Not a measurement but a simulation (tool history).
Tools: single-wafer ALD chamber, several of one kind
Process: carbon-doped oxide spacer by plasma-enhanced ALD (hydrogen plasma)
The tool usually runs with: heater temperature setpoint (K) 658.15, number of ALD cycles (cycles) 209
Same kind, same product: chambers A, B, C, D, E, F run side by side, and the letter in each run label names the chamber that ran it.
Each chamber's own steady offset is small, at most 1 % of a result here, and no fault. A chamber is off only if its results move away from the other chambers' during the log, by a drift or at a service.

run   hour  heater temperature setpoint (K)  number of ALD cycles (cycles)  hours since the last thermocouple change  read-back reference wafer on the same gauge, thickness_nm  mean film thickness on the monitor wafer (angstrom)
 1C    7.9                           658.15                            209                                       239                                                     10.098                                                  105
 2D   13.9                           658.15                            209                                      80.4                                                       10.1                                               104.87
 3A   20.9                           658.15                            209                                     793.3                                                     10.095                                               103.91
 4F   25.3                           658.15                            209                                     619.2                                                     10.094                                               104.42
 5B   34.8                           658.15                            183                                    1860.5                                                     10.092                                               91.678
 6E   39.4                           658.15                            183                                     265.9                                                     10.094                                                91.07
 7E   47.6                           658.15                            183                                     274.1                                                     10.092                                               91.308
 8A   56.2                           658.15                            183                                     828.6                                                     10.087                                               90.767
 9F   60.5                           658.15                            183                                     654.4                                                     10.088                                               91.395
10B   67.5                           658.15                            183                                    1893.2                                                     10.088                                               91.467
11D   76.1                           658.15                            209                                     142.6                                                     10.086                                               104.72
12C   85.8                           667.15                            209                                     316.9                                                     10.087                                               105.07
13D   95.4                           667.15                            209                                     161.9                                                      10.08                                               104.75
14B  105.4                           667.15                            209                                    1931.1                                                     10.081                                               104.43
15A  109.8                           667.15                            209                                     882.2                                                     10.081                                               103.36
16C  117.8                           667.15                            209                                     348.9                                                     10.077                                               104.87
17F  124.8                           667.15                            209                                     718.7                                                     10.076                                               104.08
18E  129.6                           658.15                            209                                     356.1                                                      10.08                                               104.21
19E  139.5                           658.15                            209                                       366                                                     10.076                                               104.33
20D  148.9                           658.15                            209                                     215.4                                                     10.072                                               104.79
21A  153.9                           658.15                            209                                     926.3                                                     10.073                                               103.34
22B  158.4                           658.15                            209                                    1984.1                                                     10.072                                               104.36
23C  168.4                           648.15                            232                                     399.5                                                      10.07                                               116.32
24F  177.9                           648.15                            232                                     771.8                                                     10.066                                               115.86
25B  187.4                           648.15                            232                                    2013.1                                                     10.069                                               115.95
26E  197.1                           648.15                            232                                     423.6                                                     10.062                                               115.66
27F  202.3                           648.15                            232                                     796.2                                                     10.067                                               115.49
28C  208.7                           648.15                            232                                     439.8                                                     10.062                                               116.09
29A  217.2                           653.15                            192                                     989.6                                                     10.061                                               95.069
30D  227.1                           653.15                            192                                     293.6                                                      10.06                                               95.873
31F  232.8                           653.15                            192                                     826.7                                                     10.061                                               95.758
32C  237.7                           653.15                            192                                     468.8                                                     10.057                                               95.983
33E  243.4                           653.15                            192                                     469.9                                                     10.059                                               95.676
34B  248.9                           653.15                            192                                    2074.6                                                     10.058                                               95.803
35D  258.3                           658.15                            209                                     324.8                                                     10.054                                               104.45
36A  266.2                           658.15                            209                                    1038.6                                                     10.056                                               103.18
37E  275.5                           658.15                            209                                       502                                                     10.051                                               103.87

Next, all 6 chambers run the settings below, one line each with question marks for the results. What does each chamber give?
38A  282.7                           658.15                            209                                                                                                                                                         ?
38B  282.7                           658.15                            209                                                                                                                                                         ?
38C  282.7                           658.15                            209                                                                                                                                                         ?
38D  282.7                           658.15                            209                                                                                                                                                         ?
38E  282.7                           658.15                            209                                                                                                                                                         ?
38F  282.7                           658.15                            209                                                                                                                                                         ?

run  mean film thickness on the monitor wafer (angstrom)
38A                                               103.14
38B                                               104.01
38C                                               104.56
38D                                               104.19
38E                                               103.76
38F                                               103.64
